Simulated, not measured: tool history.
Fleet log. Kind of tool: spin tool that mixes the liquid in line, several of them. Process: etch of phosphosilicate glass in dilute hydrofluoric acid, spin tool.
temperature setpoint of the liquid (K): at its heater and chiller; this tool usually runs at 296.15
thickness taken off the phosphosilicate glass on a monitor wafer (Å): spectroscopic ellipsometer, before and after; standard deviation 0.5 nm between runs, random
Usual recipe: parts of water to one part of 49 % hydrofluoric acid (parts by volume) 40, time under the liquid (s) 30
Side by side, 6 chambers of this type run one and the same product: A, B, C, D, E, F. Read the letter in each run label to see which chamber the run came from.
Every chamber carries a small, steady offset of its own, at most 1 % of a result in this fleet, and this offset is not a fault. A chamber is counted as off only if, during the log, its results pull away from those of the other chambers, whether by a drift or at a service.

run   hour  temperature setpoint of the liquid (K)  parts of water to one part of 49 % hydrofluoric acid (parts by volume)  time under the liquid (s)  hours since the thermometer was replaced  hours since the hydrofluoric acid flow meter was replaced  read-back film thickness of the phosphosilicate glass reference wafer, read on the same gauge (nm)  thickness taken off the phosphosilicate glass on a monitor wafer (Å)
 1F    3.4                                  296.15                                                                      40                         30                                    1333.2                                                      354.3                                                                                              59.924                                                               1548.40
 2A    5.3                                  296.15                                                                      40                         30                                     509.0                                                       99.0                                                                                              60.012                                                               1537.90
 3E    8.9                                  296.15                                                                      40                         30                                    1315.9                                                     1767.5                                                                                              59.984                                                               1555.20
 4C   11.7                                  296.15                                                                      40                         30                                      31.9                                                      833.3                                                                                              60.015                                                               1555.80
 5B   15.6                                  296.15                                                                      40                         30                                     754.9                                                      233.7                                                                                              59.996                                                               1552.70
 6D   18.0                                  296.15                                                                      40                         30                                    1710.0                                                      771.4                                                                                              59.983                                                               1547.70
 7F   22.1                                  296.15                                                                      40                         30                                    1351.9                                                      373.0                                                                                              60.055                                                               1541.30
 8A   25.2                                  296.15                                                                      40                         30                                     528.9                                                      118.9                                                                                              59.987                                                               1544.40
 9D   28.5                                  296.15                                                                      40                         30                                    1720.5                                                      781.9                                                                                              60.013                                                               1559.20
10E   31.3                                  296.15                                                                      40                         30                                    1338.3                                                     1789.9                                                                                              60.028                                                               1555.00
11B   34.4                                  296.15                                                                      40                         30                                     773.7                                                      252.5                                                                                              60.013                                                               1549.70
12C   38.4                                  296.15                                                                      40                         30                                      58.6                                                      860.0                                                                                              60.016                                                               1561.80
13C   40.4                                  296.15                                                                      40                         30                                      60.6                                                      862.0                                                                                              59.974                                                               1557.30
14E   44.6                                  296.15                                                                      40                         30                                    1351.6                                                     1803.2                                                                                              60.007                                                               1546.30
15B   47.9                                  296.15                                                                      40                         30                                     787.2                                                      266.0                                                                                              60.017                                                               1549.80
16A   50.6                                  296.15                                                                      40                         30                                     554.3                                                      144.3                                                                                              60.033                                                               1539.70
17F   54.0                                  296.15                                                                      40                         30                                    1383.8                                                      404.9                                                                                              59.970                                                               1546.90
18D   57.9                                  296.15                                                                      40                         30                                    1749.9                                                      811.3                                                                                              60.009                                                               1544.40
19D   59.9                                  296.15                                                                      40                         30                                    1751.9                                                      813.3                                                                                              59.994                                                               1556.80
20B   63.1                                  297.65                                                                      40                         20                                     802.4                                                      281.2                                                                                              60.008                                                               1096.40
21F   67.2                                  297.65                                                                      40                         20                                    1397.0                                                      418.1                                                                                              60.003                                                               1093.70
22C   71.5                                  297.65                                                                      40                         20                                      91.7                                                      893.1                                                                                              60.001                                                               1107.80
23A   74.7                                  297.65                                                                      40                         20                                     578.4                                                      168.4                                                                                              60.000                                                               1092.20
24E   77.4                                  297.65                                                                      40                         20                                    1384.4                                                     1836.0                                                                                              59.979                                                               1100.80
25B   80.9                                  297.65                                                                      40                         20                                     820.2                                                      299.0                                                                                              59.997                                                               1095.50
26C   84.1                                  296.15                                                                      40                         30                                     104.3                                                      905.7                                                                                              59.958                                                               1555.30
27F   86.5                                  296.15                                                                      40                         30                                    1416.3                                                      437.4                                                                                              59.990                                                               1544.40
28E   88.9                                  296.15                                                                      35                         30                                    1395.9                                                     1847.5                                                                                              60.014                                                               1792.40
29D   92.1                                  296.15                                                                      35                         30                                    1784.1                                                      845.5                                                                                              60.001                                                               1786.90
30A   94.1                                  296.15                                                                      35                         30                                     597.8                                                      187.8                                                                                              59.976                                                               1772.00
31B   97.2                                  296.15                                                                      35                         30                                     836.5                                                      315.3                                                                                              60.009                                                               1741.30
32F   99.9                                  296.15                                                                      35                         30                                    1429.7                                                      450.8                                                                                              59.983                                                               1781.70
33D  103.9                                  296.15                                                                      35                         30                                    1795.9                                                      857.3                                                                                              59.986                                                               1779.90
34E  106.0                                  296.15                                                                      40                         30                                    1413.0                                                     1864.6                                                                                              60.016                                                               1559.50
35A  109.1                                  296.15                                                                      40                         30                                     612.8                                                      202.8                                                                                              60.000                                                               1541.30
36C  112.8                                  296.15                                                                      40                         30                                     133.0                                                      934.4                                                                                              59.995                                                               1566.70
37A  114.7                                  296.15                                                                      40                         30                                     618.4                                                      208.4                                                                                              60.029                                                               1536.70
38F  118.1                                  296.15                                                                      50                         15                                    1447.9                                                      469.0                                                                                              59.945                                                                611.27
39D  121.7                                  296.15                                                                      50                         15                                    1813.7                                                      875.1                                                                                              59.987                                                                616.45
40B  124.0                                  296.15                                                                      50                         15                                     863.3                                                      342.1                                                                                              59.980                                                                593.99
41C  127.0                                  296.15                                                                      50                         15                                     147.2                                                      948.6                                                                                              60.022                                                                616.75
42E  129.8                                  296.15                                                                      50                         15                                    1436.8                                                     1888.4                                                                                              60.004                                                                611.48
43F  132.7                                  296.15                                                                      50                         15                                    1462.5                                                      483.6                                                                                              60.010                                                                607.92
44D  135.5                                  296.15                                                                      40                         30                                    1827.5                                                      888.9                                                                                              59.990                                                               1553.70

All 6 chambers run these settings next. Forecast each chamber's results:
45A  138.6                                  296.15                                                                      40                         30                                                                                                                                                                                                                                                                              ?
45B  138.6                                  296.15                                                                      40                         30                                                                                                                                                                                                                                                                              ?
45C  138.6                                  296.15                                                                      40                         30                                                                                                                                                                                                                                                                              ?
45D  138.6                                  296.15                                                                      40                         30                                                                                                                                                                                                                                                                              ?
45E  138.6                                  296.15                                                                      40                         30                                                                                                                                                                                                                                                                              ?
45F  138.6                                  296.15                                                                      40                         30                                                                                                                                                                                                                                                                              ?

run  thickness taken off the phosphosilicate glass on a monitor wafer (Å)
45A                                                               1540.40
45B                                                               1489.10
45C                                                               1563.10
45D                                                               1561.70
45E                                                               1548.10
45F                                                               1547.00
